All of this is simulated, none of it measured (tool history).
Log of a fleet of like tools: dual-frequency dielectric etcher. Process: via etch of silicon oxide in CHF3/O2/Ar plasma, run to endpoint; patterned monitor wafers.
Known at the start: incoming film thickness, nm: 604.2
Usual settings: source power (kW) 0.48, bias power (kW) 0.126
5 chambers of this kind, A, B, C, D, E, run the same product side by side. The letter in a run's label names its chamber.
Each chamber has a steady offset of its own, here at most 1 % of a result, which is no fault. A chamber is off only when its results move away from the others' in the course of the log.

run	day	source power (kW)	bias power (kW)	endpoint time (s)
# day 0.046: chamber A: bias power generator calibrated
1A	0.117	0.48	0.126	373.49
2E	0.3	0.48	0.126	370.73
3C	0.492	0.48	0.126	374.69
# day 0.667: chamber E: wet clean of the chamber
4B	0.712	0.48	0.126	372.49
5D	0.912	0.48	0.126	372.44
# day 1.042: chamber C: wet clean of the chamber
6D	1.15	0.38	0.126	406.47
7C	1.338	0.38	0.126	407.64
8B	1.446	0.38	0.126	409.11
9A	1.658	0.38	0.126	410.41
10E	1.792	0.38	0.126	409.51
11B	2.038	0.48	0.126	375.74
12D	2.212	0.48	0.126	371.92
13E	2.346	0.48	0.126	369.66
14A	2.558	0.48	0.126	374.81
15C	2.771	0.48	0.126	373.23
16E	2.933	0.48	0.126	372.99
17D	3.075	0.48	0.126	371.54
18A	3.325	0.48	0.126	372.29
19B	3.492	0.48	0.126	375.7
# day 3.579: chamber A: wet clean of the chamber
20C	3.667	0.48	0.126	375.27
21C	3.779	0.48	0.126	376.78
22E	3.9	0.48	0.126	372.01
23B	4.15	0.48	0.126	380.1
24A	4.329	0.54	0.126	359.23
25D	4.45	0.54	0.126	356.43
26A	4.562	0.54	0.126	354.74
27E	4.721	0.54	0.126	355.3
# day 4.896: chamber C: bias power generator calibrated
28C	4.967	0.54	0.126	357.31
29B	5.162	0.48	0.126	383.53
30D	5.275	0.48	0.126	372.08
31A	5.417	0.48	0.126	376.07
32B	5.579	0.48	0.126	383.84
33C	5.825	0.48	0.126	372.76
34E	5.992	0.48	0.126	371.78
35D	6.129	0.48	0.141	358.93

Is one chamber off against the others, does the gauge drift, or is nothing wrong? If a chamber is off, say which, and what the likeliest cause is.

Chamber B drifts away from the others.
Cause: etch rate under this chamber's usual, % = 3.66.

Here are 4 candidates for chamber B's next run, each the usual settings with a change, their results left as question marks. Which one brings its results back in line with what the others give on the usual settings?
In line means no further than this from the other chambers' mean on the usual settings: endpoint time (s) 4.5
36B-1	6.312	0.58	0.126	?
36B-2	6.312	0.43	0.114	?
36B-3	6.312	0.51	0.132	?
36B-4	6.312	0.45	0.12	?

The other chambers' mean on the usual settings: endpoint time (s) 373.19
run	endpoint time (s)
36B-1	360.74
36B-2	418.19
36B-3	373.64
36B-4	404.28
36B-3 brings the chamber back in line.
